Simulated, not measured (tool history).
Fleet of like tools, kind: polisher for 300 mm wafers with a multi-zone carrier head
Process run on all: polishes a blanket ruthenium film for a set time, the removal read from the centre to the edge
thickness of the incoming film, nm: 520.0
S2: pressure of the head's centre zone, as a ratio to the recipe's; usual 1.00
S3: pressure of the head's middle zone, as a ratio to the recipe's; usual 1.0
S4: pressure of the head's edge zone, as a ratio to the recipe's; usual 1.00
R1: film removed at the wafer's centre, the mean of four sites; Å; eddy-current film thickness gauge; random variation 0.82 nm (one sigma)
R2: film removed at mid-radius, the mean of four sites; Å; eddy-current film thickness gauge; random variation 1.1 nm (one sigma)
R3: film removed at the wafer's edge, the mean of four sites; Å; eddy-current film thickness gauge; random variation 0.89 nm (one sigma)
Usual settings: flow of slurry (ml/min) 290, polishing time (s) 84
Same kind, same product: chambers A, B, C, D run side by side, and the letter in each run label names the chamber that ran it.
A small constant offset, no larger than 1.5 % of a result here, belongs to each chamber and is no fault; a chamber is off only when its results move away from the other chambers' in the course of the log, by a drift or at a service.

Run 1D, hour 5.3: usual settings. Result: R1 1074.10 Å, R2 1085.00 Å, R3 1090.50 Å.
At hour 8.9: chamber D: centre zone pressure recalibrated.
Run 2B, hour 9.0: usual settings. Result: R1 1085.30 Å, R2 1107.30 Å, R3 1107.00 Å.
Run 3C, hour 12.6: usual settings. Result: R1 1084.90 Å, R2 1091.50 Å, R3 1076.90 Å.
Run 4A, hour 20.0: usual settings. Result: R1 1088.40 Å, R2 1087.00 Å, R3 1085.10 Å.
At hour 23.0: chamber B: worn pad replaced by a new one.
Run 5B, hour 26.9: usual settings. Result: R1 1087.40 Å, R2 1089.70 Å, R3 1102.90 Å.
At hour 32.6: chamber A: worn pad replaced by a new one.
Run 6A, hour 34.6: usual settings. Result: R1 1095.00 Å, R2 1089.90 Å, R3 1092.60 Å.
Run 7C, hour 39.2: usual settings. Result: R1 1081.60 Å, R2 1102.30 Å, R3 1090.60 Å.
Run 8D, hour 44.2: usual settings. Result: R1 1064.60 Å, R2 1081.40 Å, R3 1095.60 Å.
Run 9C, hour 48.1: usual settings. Result: R1 1091.20 Å, R2 1110.50 Å, R3 1079.40 Å.
Run 10D, hour 54.6: usual settings. Result: R1 1102.10 Å, R2 1063.50 Å, R3 1074.20 Å.
Run 11B, hour 61.3: usual settings. Result: R1 1099.20 Å, R2 1088.90 Å, R3 1084.40 Å.
Run 12A, hour 66.7: usual settings but flow of slurry (ml/min) 355, polishing time (s) 107. Result: R1 1414.70 Å, R2 1423.40 Å, R3 1395.40 Å.
Run 13C, hour 73.7: usual settings but flow of slurry (ml/min) 355, polishing time (s) 107. Result: R1 1421.90 Å, R2 1428.30 Å, R3 1367.50 Å.
Run 14A, hour 78.5: usual settings but flow of slurry (ml/min) 355, polishing time (s) 107. Result: R1 1403.80 Å, R2 1425.10 Å, R3 1426.40 Å.
Run 15B, hour 86.7: usual settings but flow of slurry (ml/min) 355, polishing time (s) 107. Result: R1 1427.10 Å, R2 1389.00 Å, R3 1417.20 Å.
Run 16D, hour 92.4: usual settings but S4 0.93. Result: R1 1090.50 Å, R2 1083.50 Å, R3 1034.00 Å.
Run 17B, hour 97.1: usual settings but S4 0.93. Result: R1 1094.70 Å, R2 1101.00 Å, R3 1049.00 Å.
Run 18C, hour 104.6: usual settings but S4 0.93. Result: R1 1079.20 Å, R2 1088.80 Å, R3 1028.20 Å.
Run 19A, hour 111.8: usual settings but S4 0.93. Result: R1 1085.70 Å, R2 1083.40 Å, R3 1058.30 Å.
Run 20D, hour 117.4: usual settings but S2 0.94. Result: R1 1007.60 Å, R2 1066.20 Å, R3 1078.00 Å.
Run 21D, hour 123.3: usual settings but S2 0.94. Result: R1 1007.00 Å, R2 1067.60 Å, R3 1087.40 Å.
Run 22B, hour 129.2: usual settings but S2 0.94. Result: R1 1029.20 Å, R2 1106.30 Å, R3 1075.20 Å.
At hour 134.5: chamber A: worn pad replaced by a new one.
Run 23C, hour 137.4: usual settings but S2 0.94. Result: R1 991.63 Å, R2 1075.00 Å, R3 1054.60 Å.
Run 24A, hour 143.6: usual settings. Result: R1 1088.40 Å, R2 1094.30 Å, R3 1086.60 Å.
Run 25A, hour 149.8: usual settings. Result: R1 1087.00 Å, R2 1079.90 Å, R3 1076.80 Å.
At hour 152.9: chamber C: edge zone pressure recalibrated.
Run 26C, hour 156.6: usual settings. Result: R1 1033.00 Å, R2 1051.00 Å, R3 1020.70 Å.
Run 27D, hour 164.0: usual settings but S3 0.9. Result: R1 1091.40 Å, R2 973.58 Å, R3 1079.90 Å.
Run 28B, hour 168.6: usual settings but S3 0.9. Result: R1 1108.60 Å, R2 992.49 Å, R3 1102.30 Å.
Run 29B, hour 174.5: usual settings but S3 0.9. Result: R1 1095.80 Å, R2 986.39 Å, R3 1074.00 Å.
Run 30D, hour 181.8: usual settings but S3 0.9. Result: R1 1082.20 Å, R2 975.63 Å, R3 1084.00 Å.
At hour 182.0: chamber C: slurry nozzle cleaned.
At hour 185.4: chamber D: worn pad replaced by a new one.
Run 31A, hour 188.6: usual settings. Result: R1 1079.60 Å, R2 1092.00 Å, R3 1091.80 Å.
Run 32C, hour 195.3: usual settings. Result: R1 1020.70 Å, R2 1026.80 Å, R3 1015.30 Å.
Run 33A, hour 203.0: usual settings. Result: R1 1093.70 Å, R2 1089.50 Å, R3 1091.60 Å.
Run 34D, hour 208.1: usual settings. Result: R1 1078.00 Å, R2 1051.20 Å, R3 1080.80 Å.
Run 35C, hour 214.0: usual settings but S4 1.07, polishing time (s) 60. Result: R1 716.67 Å, R2 718.94 Å, R3 745.06 Å.
Run 36B, hour 222.2: usual settings but S4 1.07, polishing time (s) 60. Result: R1 789.90 Å, R2 767.06 Å, R3 818.50 Å.
Run 37C, hour 226.8: usual settings but S4 1.07, polishing time (s) 60. Result: R1 707.50 Å, R2 727.88 Å, R3 729.76 Å.
At hour 229.9: chamber A: worn pad replaced by a new one.
Run 38A, hour 230.4: usual settings but S4 1.07, polishing time (s) 60. Result: R1 777.55 Å, R2 778.78 Å, R3 812.07 Å.
Run 39B, hour 237.7: usual settings. Result: R1 1107.40 Å, R2 1079.80 Å, R3 1104.30 Å.
Run 40D, hour 243.7: usual settings. Result: R1 1079.40 Å, R2 1071.50 Å, R3 1102.30 Å.
Run 41A, hour 248.9: usual settings. Result: R1 1101.00 Å, R2 1097.50 Å, R3 1103.20 Å.
Run 42C, hour 253.5: usual settings. Result: R1 986.30 Å, R2 977.47 Å, R3 968.42 Å.

All chambers now run identical settings, listed one chamber a line with results as question marks. What results will each chamber show?
Run 43A, hour 259.4: usual settings. Result: R1 ?, R2 ?, R3 ?.
Run 43B, hour 259.4: usual settings. Result: R1 ?, R2 ?, R3 ?.
Run 43C, hour 259.4: usual settings. Result: R1 ?, R2 ?, R3 ?.
Run 43D, hour 259.4: usual settings. Result: R1 ?, R2 ?, R3 ?.

run       R1       R2       R3
43A  1083.80  1082.10  1102.40
43B  1090.70  1069.40  1102.10
43C   972.41   998.75   966.41
43D  1083.40  1068.30  1076.90

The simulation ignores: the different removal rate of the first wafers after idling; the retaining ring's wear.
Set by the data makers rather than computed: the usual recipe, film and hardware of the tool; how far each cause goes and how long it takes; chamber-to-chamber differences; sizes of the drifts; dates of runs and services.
